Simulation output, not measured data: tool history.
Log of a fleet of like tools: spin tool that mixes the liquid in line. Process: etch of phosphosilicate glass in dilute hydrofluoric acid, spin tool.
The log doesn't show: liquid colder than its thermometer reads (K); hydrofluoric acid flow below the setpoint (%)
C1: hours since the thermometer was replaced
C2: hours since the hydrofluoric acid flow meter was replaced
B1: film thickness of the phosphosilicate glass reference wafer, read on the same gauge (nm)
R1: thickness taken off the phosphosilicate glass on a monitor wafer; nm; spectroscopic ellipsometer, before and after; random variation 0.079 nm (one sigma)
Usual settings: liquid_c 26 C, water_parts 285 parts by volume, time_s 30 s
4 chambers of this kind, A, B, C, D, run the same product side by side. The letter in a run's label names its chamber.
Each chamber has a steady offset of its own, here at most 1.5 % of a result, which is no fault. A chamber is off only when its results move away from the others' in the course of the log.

{"run": "1D", "hour": 11.0, "liquid_c": 26, "water_parts": 285, "time_s": 30, "C1": 196.3, "C2": 931.1, "B1": 139.99, "R1": 18.459}
{"run": "2C", "hour": 19.2, "liquid_c": 26, "water_parts": 285, "time_s": 30, "C1": 338.6, "C2": 769.3, "B1": 140, "R1": 18.349}
{"run": "3A", "hour": 24.5, "liquid_c": 26, "water_parts": 285, "time_s": 30, "C1": 432.6, "C2": 277.6, "B1": 140.01, "R1": 18.462}
{"run": "4B", "hour": 33.5, "liquid_c": 26, "water_parts": 285, "time_s": 30, "C1": 808.4, "C2": 804, "B1": 140, "R1": 18.566}
{"run": "5A", "hour": 45.6, "liquid_c": 26, "water_parts": 285, "time_s": 30, "C1": 453.7, "C2": 298.7, "B1": 140, "R1": 18.329}
{"run": "6C", "hour": 51.9, "liquid_c": 26, "water_parts": 285, "time_s": 30, "C1": 371.3, "C2": 802, "B1": 139.99, "R1": 18.27}
{"hour": 58.9, "done": "chamber B: hydrofluoric acid flow meter replaced"}
{"run": "7D", "hour": 63.6, "liquid_c": 26, "water_parts": 285, "time_s": 30, "C1": 248.9, "C2": 983.7, "B1": 139.99, "R1": 18.321}
{"run": "8B", "hour": 74.0, "liquid_c": 26, "water_parts": 285, "time_s": 30, "C1": 848.9, "C2": 15.1, "B1": 140, "R1": 18.602}
{"run": "9A", "hour": 80.1, "liquid_c": 26, "water_parts": 285, "time_s": 30, "C1": 488.2, "C2": 333.2, "B1": 139.99, "R1": 18.425}
{"run": "10D", "hour": 88.4, "liquid_c": 26, "water_parts": 285, "time_s": 30, "C1": 273.7, "C2": 1008.5, "B1": 140, "R1": 18.365}
{"run": "11C", "hour": 100.4, "liquid_c": 26, "water_parts": 285, "time_s": 30, "C1": 419.8, "C2": 850.5, "B1": 140, "R1": 18.274}
{"run": "12B", "hour": 107.8, "liquid_c": 26, "water_parts": 285, "time_s": 30, "C1": 882.7, "C2": 48.9, "B1": 139.99, "R1": 18.562}
{"run": "13B", "hour": 116.1, "liquid_c": 26, "water_parts": 285, "time_s": 30, "C1": 891, "C2": 57.2, "B1": 140, "R1": 18.645}
{"run": "14A", "hour": 122.5, "liquid_c": 26, "water_parts": 285, "time_s": 30, "C1": 530.6, "C2": 375.6, "B1": 140, "R1": 18.455}
{"run": "15D", "hour": 130.0, "liquid_c": 26, "water_parts": 285, "time_s": 30, "C1": 315.3, "C2": 1050.1, "B1": 140.02, "R1": 18.615}
{"hour": 137.5, "done": "chamber D: hydrofluoric acid flow meter replaced"}
{"run": "16C", "hour": 137.8, "liquid_c": 26, "water_parts": 285, "time_s": 30, "C1": 457.2, "C2": 887.9, "B1": 140.01, "R1": 18.209}
{"run": "17D", "hour": 145.8, "liquid_c": 22, "water_parts": 285, "time_s": 35, "C1": 331.1, "C2": 8.3, "B1": 140, "R1": 18.807}
{"run": "18C", "hour": 152.8, "liquid_c": 22, "water_parts": 285, "time_s": 35, "C1": 472.2, "C2": 902.9, "B1": 139.99, "R1": 18.482}
{"run": "19A", "hour": 165.1, "liquid_c": 22, "water_parts": 285, "time_s": 35, "C1": 573.2, "C2": 418.2, "B1": 140, "R1": 18.759}
{"run": "20B", "hour": 173.6, "liquid_c": 22, "water_parts": 285, "time_s": 35, "C1": 948.5, "C2": 114.7, "B1": 140, "R1": 18.696}
{"hour": 182.2, "done": "chamber A: thermometer replaced"}
{"run": "21C", "hour": 183.0, "liquid_c": 26, "water_parts": 285, "time_s": 30, "C1": 502.4, "C2": 933.1, "B1": 140, "R1": 18.186}
{"run": "22B", "hour": 193.7, "liquid_c": 26, "water_parts": 285, "time_s": 30, "C1": 968.6, "C2": 134.8, "B1": 140, "R1": 18.549}
{"run": "23A", "hour": 200.5, "liquid_c": 26, "water_parts": 405, "time_s": 30, "C1": 18.3, "C2": 453.6, "B1": 140, "R1": 11.628}
{"run": "24D", "hour": 206.3, "liquid_c": 26, "water_parts": 405, "time_s": 30, "C1": 391.6, "C2": 68.8, "B1": 139.99, "R1": 11.627}
{"run": "25C", "hour": 214.5, "liquid_c": 26, "water_parts": 405, "time_s": 30, "C1": 533.9, "C2": 964.6, "B1": 140.01, "R1": 11.361}
{"run": "26A", "hour": 223.5, "liquid_c": 26, "water_parts": 405, "time_s": 30, "C1": 41.3, "C2": 476.6, "B1": 139.98, "R1": 11.682}
{"run": "27B", "hour": 230.3, "liquid_c": 26, "water_parts": 285, "time_s": 30, "C1": 1005.2, "C2": 171.4, "B1": 140.01, "R1": 18.605}
{"run": "28D", "hour": 238.7, "liquid_c": 26, "water_parts": 285, "time_s": 30, "C1": 424, "C2": 101.2, "B1": 140.01, "R1": 18.598}
{"run": "29D", "hour": 245.4, "liquid_c": 26, "water_parts": 285, "time_s": 30, "C1": 430.7, "C2": 107.9, "B1": 140, "R1": 18.538}
{"run": "30C", "hour": 255.2, "liquid_c": 26, "water_parts": 285, "time_s": 30, "C1": 574.6, "C2": 1005.3, "B1": 139.99, "R1": 18.294}
{"run": "31B", "hour": 260.6, "liquid_c": 26, "water_parts": 285, "time_s": 30, "C1": 1035.5, "C2": 201.7, "B1": 140, "R1": 18.678}
{"run": "32A", "hour": 266.8, "liquid_c": 26, "water_parts": 285, "time_s": 30, "C1": 84.6, "C2": 519.9, "B1": 139.98, "R1": 18.423}
{"run": "33C", "hour": 275.1, "liquid_c": 26, "water_parts": 285, "time_s": 30, "C1": 594.5, "C2": 1025.2, "B1": 140, "R1": 18.353}
{"run": "34B", "hour": 283.0, "liquid_c": 26, "water_parts": 285, "time_s": 30, "C1": 1057.9, "C2": 224.1, "B1": 139.99, "R1": 18.573}
{"run": "35A", "hour": 294.9, "liquid_c": 26, "water_parts": 285, "time_s": 30, "C1": 112.7, "C2": 548, "B1": 140, "R1": 18.426}
{"run": "36D", "hour": 301.3, "liquid_c": 26, "water_parts": 285, "time_s": 30, "C1": 486.6, "C2": 163.8, "B1": 140.01, "R1": 18.49}

Next, every chamber runs the same settings. What will each give?
{"run": "37A", "hour": 310.1, "liquid_c": 26, "water_parts": 285, "time_s": 30, "R1": "?"}
{"run": "37B", "hour": 310.1, "liquid_c": 26, "water_parts": 285, "time_s": 30, "R1": "?"}
{"run": "37C", "hour": 310.1, "liquid_c": 26, "water_parts": 285, "time_s": 30, "R1": "?"}
{"run": "37D", "hour": 310.1, "liquid_c": 26, "water_parts": 285, "time_s": 30, "R1": "?"}

run=37A R1=18.501
run=37B R1=18.493
run=37C R1=18.285
run=37D R1=18.472

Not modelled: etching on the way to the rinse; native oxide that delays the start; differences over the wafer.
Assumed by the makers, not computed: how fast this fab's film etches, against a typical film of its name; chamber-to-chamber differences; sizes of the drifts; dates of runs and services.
